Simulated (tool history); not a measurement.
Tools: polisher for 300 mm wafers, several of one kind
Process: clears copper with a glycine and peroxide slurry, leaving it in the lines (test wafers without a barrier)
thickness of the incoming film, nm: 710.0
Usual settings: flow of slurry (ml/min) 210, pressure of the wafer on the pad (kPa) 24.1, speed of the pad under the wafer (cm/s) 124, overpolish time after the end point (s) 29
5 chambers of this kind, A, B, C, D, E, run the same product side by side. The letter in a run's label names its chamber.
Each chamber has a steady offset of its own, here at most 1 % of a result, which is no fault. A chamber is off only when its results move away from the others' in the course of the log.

run	hour	flow of slurry (ml/min)	pressure of the wafer on the pad (kPa)	speed of the pad under the wafer (cm/s)	overpolish time after the end point (s)	wafers polished on this pad	hours since the slurry nozzle was cleaned	hours since the head pressure was calibrated	time until the end point was called (s)	dishing of a wide line in a test structure (Å)
# hour 1.7: chamber D: slurry nozzle cleaned
1A	5.3	210	24.1	124	29	349	79.5	784.1	73.711	414.79
2E	11.8	210	24.1	124	29	309	475.9	1081.4	75.35	414.59
3C	19.9	210	24.1	124	29	146	53.6	262.8	73.046	406.39
4B	27.6	210	24.1	124	29	1394	598.5	579.2	73.365	414.77
5D	34.7	210	24.1	124	29	401	33.1	412.8	72.754	415.97
6A	42.2	155	24.1	106	29	618	116.4	821	87.644	409.84
7D	47.4	155	24.1	106	29	494	45.8	425.5	86.545	408.97
# hour 49.7: chamber B: worn pad replaced by a new one
# hour 56.3: chamber B: slurry nozzle cleaned
8C	56.8	155	24.1	106	29	415	90.5	299.7	89.237	417.87
# hour 60.9: chamber E: worn pad replaced by a new one
9B	63.9	155	24.1	106	29	103	7.6	615.5	90.357	408.56
10E	68.6	155	24.1	106	29	56	532.7	1138.2	89.163	417.67
11E	77.6	210	24.1	124	29	122	541.7	1147.2	72.586	398.24
# hour 81: chamber A: worn pad replaced by a new one
12A	87.4	210	24.1	124	29	47	161.6	866.2	73.024	396.21
13D	97.5	210	24.1	124	29	859	95.9	475.6	74.836	409.35
14C	105.7	210	24.1	124	29	771	139.4	348.6	74.126	407.54
15B	115.3	210	24.1	124	29	478	59	666.9	73.66	407.16
16E	121.1	210	24.1	124	29	439	585.2	1190.7	72.024	420.29
17D	126.8	210	24.1	124	29	1072	125.2	504.9	74.595	422.95
18A	136.5	210	24.1	124	29	405	210.7	915.3	73.505	417.03
19B	143.2	210	24.1	124	29	681	86.9	694.8	71.037	416.68
# hour 146.1: chamber C: worn pad replaced by a new one
# hour 147: chamber E: worn pad replaced by a new one
20C	152	210	24.1	124	29	43	185.7	394.9	72.414	406.82
# hour 154: chamber A: slurry nozzle cleaned
21E	161.9	210	24.1	166	29	108	626	1231.5	55.773	399.49
22D	171.7	210	24.1	166	29	1400	170.1	549.8	56.38	414.55
# hour 174.3: chamber D: worn pad replaced by a new one
23C	180.5	210	24.1	166	29	251	214.2	423.4	56.046	395.53
24A	185.6	210	24.1	166	29	763	31.7	964.4	56.382	407.65
25B	190.8	210	24.1	166	29	1028	134.5	742.4	56.421	407.71
26B	199.5	210	26.9	124	16	1092	143.2	751.1	67.925	394.72
27A	205.2	210	26.9	124	16	905	51.3	984	65.591	388.25
28C	213	210	26.9	124	16	488	246.7	455.9	66.715	391.15
29E	221.5	210	26.9	124	16	543	685.6	1291.1	66.895	385.68
# hour 223.6: chamber B: worn pad replaced by a new one
30D	228.9	210	26.9	124	16	398	227.3	607	66.634	404.3
31C	234.9	210	24.1	124	29	647	268.6	477.8	71.152	401.44
32B	244.5	210	24.1	124	29	152	188.2	796.1	73.062	413.61

Next, every chamber runs the same settings. What will each give?
33A	252	210	24.1	124	40				?	?
33B	252	210	24.1	124	40				?	?
33C	252	210	24.1	124	40				?	?
33D	252	210	24.1	124	40				?	?
33E	252	210	24.1	124	40				?	?

run	time until the end point was called (s)	dishing of a wide line in a test structure (Å)
33A	72.61	409.41
33B	72.683	415.89
33C	72.815	405.22
33D	72.293	412.77
33E	74.581	408.91

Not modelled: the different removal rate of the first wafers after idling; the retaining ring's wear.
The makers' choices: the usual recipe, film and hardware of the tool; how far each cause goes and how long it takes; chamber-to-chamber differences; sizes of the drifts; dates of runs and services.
